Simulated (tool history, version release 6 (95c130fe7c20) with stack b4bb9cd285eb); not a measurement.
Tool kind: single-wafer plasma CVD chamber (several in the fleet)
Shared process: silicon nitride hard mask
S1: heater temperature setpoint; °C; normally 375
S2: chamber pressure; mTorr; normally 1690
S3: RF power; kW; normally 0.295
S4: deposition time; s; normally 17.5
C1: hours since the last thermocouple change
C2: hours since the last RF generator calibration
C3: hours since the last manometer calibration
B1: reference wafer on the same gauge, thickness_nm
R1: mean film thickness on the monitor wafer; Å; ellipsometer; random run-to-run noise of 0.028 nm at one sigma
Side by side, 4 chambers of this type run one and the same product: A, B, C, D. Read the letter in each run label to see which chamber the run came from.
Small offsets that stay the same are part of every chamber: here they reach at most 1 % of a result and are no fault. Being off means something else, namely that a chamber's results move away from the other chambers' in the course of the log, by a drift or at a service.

Run 1B, hour 4.2: usual settings; C1 878.1; C2 470.5; C3 138.4; B1 23.896. Result: R1 205.45 Å.
Run 2A, hour 7: usual settings; C1 1083.8; C2 1148.9; C3 1444.7; B1 23.898. Result: R1 204.61 Å.
Run 3C, hour 9.6: usual settings; C1 1261.2; C2 1476.9; C3 2126.7; B1 23.901. Result: R1 204.25 Å.
Run 4D, hour 12.5: usual settings; C1 765.6; C2 1416.6; C3 954; B1 23.883. Result: R1 203.52 Å.
Run 5B, hour 17.3: usual settings but S2 1440 mTorr, S4 15 s; C1 891.2; C2 483.6; C3 151.5; B1 23.883. Result: R1 168.47 Å.
Run 6D, hour 21.7: usual settings but S2 1440 mTorr, S4 15 s; C1 774.8; C2 1425.8; C3 963.2; B1 23.888. Result: R1 166.67 Å.
Run 7C, hour 26.1: usual settings but S2 1440 mTorr, S4 15 s; C1 1277.7; C2 1493.4; C3 2143.2; B1 23.878. Result: R1 167.36 Å.
Run 8A, hour 28.8: usual settings but S2 1440 mTorr, S4 15 s; C1 1105.6; C2 1170.7; C3 1466.5; B1 23.875. Result: R1 167.46 Å.
Run 9C, hour 32.5: usual settings; C1 1284.1; C2 1499.8; C3 2149.6; B1 23.873. Result: R1 203.68 Å.
Run 10B, hour 34.9: usual settings; C1 908.8; C2 501.2; C3 169.1; B1 23.869. Result: R1 204.88 Å.
Run 11A, hour 37.9: usual settings but S2 1330 mTorr; C1 1114.7; C2 1179.8; C3 1475.6; B1 23.87. Result: R1 190.9 Å.
Run 12D, hour 40.6: usual settings but S2 1330 mTorr; C1 793.7; C2 1444.7; C3 982.1; B1 23.863. Result: R1 189.99 Å.
Run 13A, hour 45.1: usual settings but S2 1330 mTorr; C1 1121.9; C2 1187; C3 1482.8; B1 23.865. Result: R1 190.97 Å.
Run 14C, hour 49.9: usual settings but S2 1330 mTorr; C1 1301.5; C2 1517.2; C3 2167; B1 23.857. Result: R1 190.39 Å.
Run 15B, hour 54.1: usual settings; C1 928; C2 520.4; C3 188.3; B1 23.852. Result: R1 205.28 Å.
Run 16D, hour 57.5: usual settings; C1 810.6; C2 1461.6; C3 999; B1 23.852. Result: R1 202.97 Å.
Run 17C, hour 60.2: usual settings; C1 1311.8; C2 1527.5; C3 2177.3; B1 23.854. Result: R1 203.91 Å.
Run 18A, hour 63.6: usual settings; C1 1140.4; C2 1205.5; C3 1501.3; B1 23.854. Result: R1 203.99 Å.
Run 19B, hour 66.3: usual settings; C1 940.2; C2 532.6; C3 200.5; B1 23.853. Result: R1 204.84 Å.
At hour 69.7: chamber A: RF generator calibrated.
Run 20D, hour 69.7: usual settings; C1 822.8; C2 1473.8; C3 1011.2; B1 23.846. Result: R1 203.52 Å.
Run 21D, hour 73.9: usual settings; C1 827; C2 1478; C3 1015.4; B1 23.837. Result: R1 203.32 Å.
Run 22A, hour 76.9: usual settings; C1 1153.7; C2 7.2; C3 1514.6; B1 23.827. Result: R1 203.74 Å.
Run 23C, hour 81.2: usual settings but S1 387 °C; C1 1332.8; C2 1548.5; C3 2198.3; B1 23.844. Result: R1 203.1 Å.
Run 24B, hour 84: usual settings but S1 387 °C; C1 957.9; C2 550.3; C3 218.2; B1 23.83. Result: R1 203.91 Å.
Run 25A, hour 86.3: usual settings but S1 387 °C; C1 1163.1; C2 16.6; C3 1524; B1 23.822. Result: R1 203.23 Å.
Run 26C, hour 91.1: usual settings but S1 387 °C; C1 1342.7; C2 1558.4; C3 2208.2; B1 23.83. Result: R1 203.27 Å.
Run 27D, hour 94.3: usual settings; C1 847.4; C2 1498.4; C3 1035.8; B1 23.83. Result: R1 203.49 Å.
Run 28B, hour 96.8: usual settings; C1 970.7; C2 563.1; C3 231; B1 23.821. Result: R1 205.19 Å.
Run 29C, hour 99.3: usual settings; C1 1350.9; C2 1566.6; C3 2216.4; B1 23.814. Result: R1 203.39 Å.
Run 30B, hour 103.9: usual settings but S1 370 °C, S3 0.345 kW; C1 977.8; C2 570.2; C3 238.1; B1 23.812. Result: R1 227.57 Å.
Run 31D, hour 106.6: usual settings but S1 370 °C, S3 0.345 kW; C1 859.7; C2 1510.7; C3 1048.1; B1 23.818. Result: R1 225.49 Å.
Run 32A, hour 111.6: usual settings but S1 370 °C, S3 0.345 kW; C1 1188.4; C2 41.9; C3 1549.3; B1 23.817. Result: R1 226.28 Å.
Run 33D, hour 117: usual settings but S1 370 °C, S3 0.345 kW; C1 870.1; C2 1521.1; C3 1058.5; B1 23.813. Result: R1 225.7 Å.
Run 34A, hour 121.6: usual settings; C1 1198.4; C2 51.9; C3 1559.3; B1 23.801. Result: R1 204.06 Å.
Run 35C, hour 125.8: usual settings; C1 1377.4; C2 1593.1; C3 2242.9; B1 23.81. Result: R1 203.26 Å.
Run 36B, hour 129.7: usual settings; C1 1003.6; C2 596; C3 263.9; B1 23.808. Result: R1 204.6 Å.
Run 37D, hour 134.1: usual settings; C1 887.2; C2 1538.2; C3 1075.6; B1 23.798. Result: R1 203.24 Å.
Run 38B, hour 137.8: usual settings; C1 1011.7; C2 604.1; C3 272; B1 23.798. Result: R1 204.7 Å.
Run 39C, hour 142.1: usual settings; C1 1393.7; C2 1609.4; C3 2259.2; B1 23.793. Result: R1 203.72 Å.
Run 40A, hour 146.6: usual settings but S2 1970 mTorr; C1 1223.4; C2 76.9; C3 1584.3; B1 23.784. Result: R1 212.84 Å.
Run 41D, hour 152: usual settings but S2 1970 mTorr; C1 905.1; C2 1556.1; C3 1093.5; B1 23.775. Result: R1 211.47 Å.
Run 42C, hour 156.4: usual settings but S2 1970 mTorr; C1 1408; C2 1623.7; C3 2273.5; B1 23.778. Result: R1 212.27 Å.
Run 43A, hour 160.9: usual settings but S2 1970 mTorr; C1 1237.7; C2 91.2; C3 1598.6; B1 23.778. Result: R1 212.36 Å.
Run 44B, hour 164.5: usual settings but S3 0.35 kW; C1 1038.4; C2 630.8; C3 298.7; B1 23.767. Result: R1 228.53 Å.

Is one chamber off against the others, does the gauge drift, or is nothing wrong? If a chamber is off, say which, and what the likeliest cause is.

The gauge drifts, so all chambers seem to drift together. No chamber is off.
Most likely cause: gauge reads low (%) = 0.555.
